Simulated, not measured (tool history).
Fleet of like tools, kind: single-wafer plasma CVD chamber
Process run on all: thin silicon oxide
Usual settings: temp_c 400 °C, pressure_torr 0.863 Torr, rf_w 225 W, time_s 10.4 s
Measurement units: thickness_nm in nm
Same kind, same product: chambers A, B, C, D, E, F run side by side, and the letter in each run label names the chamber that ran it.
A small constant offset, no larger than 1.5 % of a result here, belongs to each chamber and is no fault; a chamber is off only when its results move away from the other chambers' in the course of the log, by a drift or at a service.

run   hour  temp_c  pressure_torr  rf_w  time_s  hours since the last thermocouple change  hours since the last RF generator calibration  hours since the last manometer calibration  read-back reference wafer on the same gauge, thickness_nm  thickness_nm
 1E    7.6     400          0.863   225    10.4                                      33.2                                          728.8                                      1288.8                                                     16.601        17.886
 2C   17.1     400          0.863   225    10.4                                    1706.1                                         1411.2                                      1255.9                                                     16.606        17.918
 3A   26.8     400          0.863   225    10.4                                     324.5                                          237.8                                      1929.1                                                     16.611        18.174
 4F   40.9     400          0.863   225    10.4                                      1022                                         1385.8                                       636.4                                                     16.607        18.005
 5B   51.5     400          0.863   225    10.4                                    1005.7                                         1262.8                                       874.1                                                     16.617        18.211
 6D   64.9     400          0.934   225    10.4                                     361.7                                          769.3                                         768                                                     16.614        19.405
 7A   79.8     400          0.934   225    10.4                                     377.5                                          290.8                                      1982.1                                                     16.616        19.337
 8B   94.3     400          0.934   225    10.4                                    1048.5                                         1305.6                                       916.9                                                     16.624        19.437
 9F  105.1     400          0.934   225    10.4                                    1086.2                                           1450                                       700.6                                                     16.621        19.277
10D  113.1     400          0.934   225    10.4                                     409.9                                          817.5                                       816.2                                                     16.627        19.378
11E  120.4     400          0.934   225    10.4                                       146                                          841.6                                      1401.6                                                     16.622        19.118
12C    129     400          0.863   225    10.4                                      1818                                         1523.1                                      1367.8                                                     16.626        17.979
13A  136.5     400          0.863   225      11                                     434.2                                          347.5                                      2038.8                                                     16.632        19.203
14D  150.7     400          0.863   225      11                                     447.5                                          855.1                                       853.8                                                     16.635          19.2
15F    159     400          0.863   225      11                                    1140.1                                         1503.9                                       754.5                                                     16.639        19.126
16E  172.4     400          0.863   225      11                                       198                                          893.6                                      1453.6                                                     16.636        18.916
17C  180.3     400          0.863   225      11                                    1869.3                                         1574.4                                      1419.1                                                     16.641        19.031
       182  -- chamber F: thermocouple changed; heater temperature recalibrated
     187.1  -- chamber B: RF generator calibrated
18B  187.6     400          0.863   225      11                                    1141.8                                            0.6                                      1010.2                                                     16.642        19.306
     188.3  -- chamber E: RF generator calibrated
19F  194.6     400          0.863   225    10.4                                      12.7                                         1539.5                                       790.1                                                     16.647        18.015
20C  202.5     412          0.863   225    10.4                                    1891.5                                         1596.6                                      1441.3                                                     16.652         17.85
21A  209.7     412          0.863   225    10.4                                     507.4                                          420.7                                        2112                                                     16.647        18.019
22B  219.5     412          0.863   225    10.4                                    1173.7                                           32.5                                      1042.1                                                     16.649        18.063
23D  233.8     412          0.863   225    10.4                                     530.6                                          938.2                                       936.9                                                     16.656        17.977
24E  246.7     412          0.863   225    10.4                                     272.3                                           58.4                                      1527.9                                                     16.651        17.743
25F  256.8     412          0.863   225    10.4                                      74.9                                         1601.7                                       852.3                                                     16.656        17.897
26E    269     400          0.863   225    10.4                                     294.6                                           80.7                                      1550.2                                                     16.661        17.952
27C  281.9     400          0.863   225    10.4                                    1970.9                                           1676                                      1520.7                                                     16.666        17.973
28B  294.9     400          0.863   225    10.4                                    1249.1                                          107.9                                      1117.5                                                     16.674        18.244
29D    309     414          0.863   225    10.4                                     605.8                                         1013.4                                      1012.1                                                     16.669        18.023
30A  320.7     414          0.863   225    10.4                                     618.4                                          531.7                                        2223                                                     16.671        18.095
     324.5  -- chamber C: RF generator calibrated
31B  333.4     414          0.863   225    10.4                                    1287.6                                          146.4                                        1156                                                     16.676        18.051
32E  348.2     414          0.863   225    10.4                                     373.8                                          159.9                                      1629.4                                                     16.675        17.786
33C  355.8     414          0.863   225    10.4                                    2044.8                                           31.4                                      1594.6                                                     16.675        17.849
34A  366.4     414          0.863   225    10.4                                     664.1                                          577.4                                      2268.7                                                     16.676         18.07
35F    374     400          0.863   225    10.4                                     192.1                                         1718.9                                       969.5                                                     16.685        18.151
36D  385.1     400          0.863   225    10.4                                     681.9                                         1089.5                                      1088.2                                                     16.688         18.18
37F  398.9     400          0.863   225    10.4                                       217                                         1743.8                                       994.4                                                     16.685        18.065
     404.1  -- chamber D: RF generator calibrated
38D  406.3     400          0.863   225    10.4                                     703.1                                            2.2                                      1109.4                                                     16.697        18.195
39A  415.7     400          0.863   225    10.4                                     713.4                                          626.7                                        2318                                                     16.689        18.201
40E  430.5     400          0.863   225    10.4                                     456.1                                          242.2                                      1711.7                                                     16.703        17.992
41B  439.3     400          0.863   225    10.4                                    1393.5                                          252.3                                      1261.9                                                     16.696        18.285

Predict what each chamber gives when all 6 of them run the settings below next.
42A  450.3     400          0.863   225    10.4                                                                                                                                                                                                             ?
42B  450.3     400          0.863   225    10.4                                                                                                                                                                                                             ?
42C  450.3     400          0.863   225    10.4                                                                                                                                                                                                             ?
42D  450.3     400          0.863   225    10.4                                                                                                                                                                                                             ?
42E  450.3     400          0.863   225    10.4                                                                                                                                                                                                             ?
42F  450.3     400          0.863   225    10.4                                                                                                                                                                                                             ?

run  thickness_nm
42A        18.199
42B        18.289
42C        18.031
42D        18.232
42E        17.961
42F        18.115
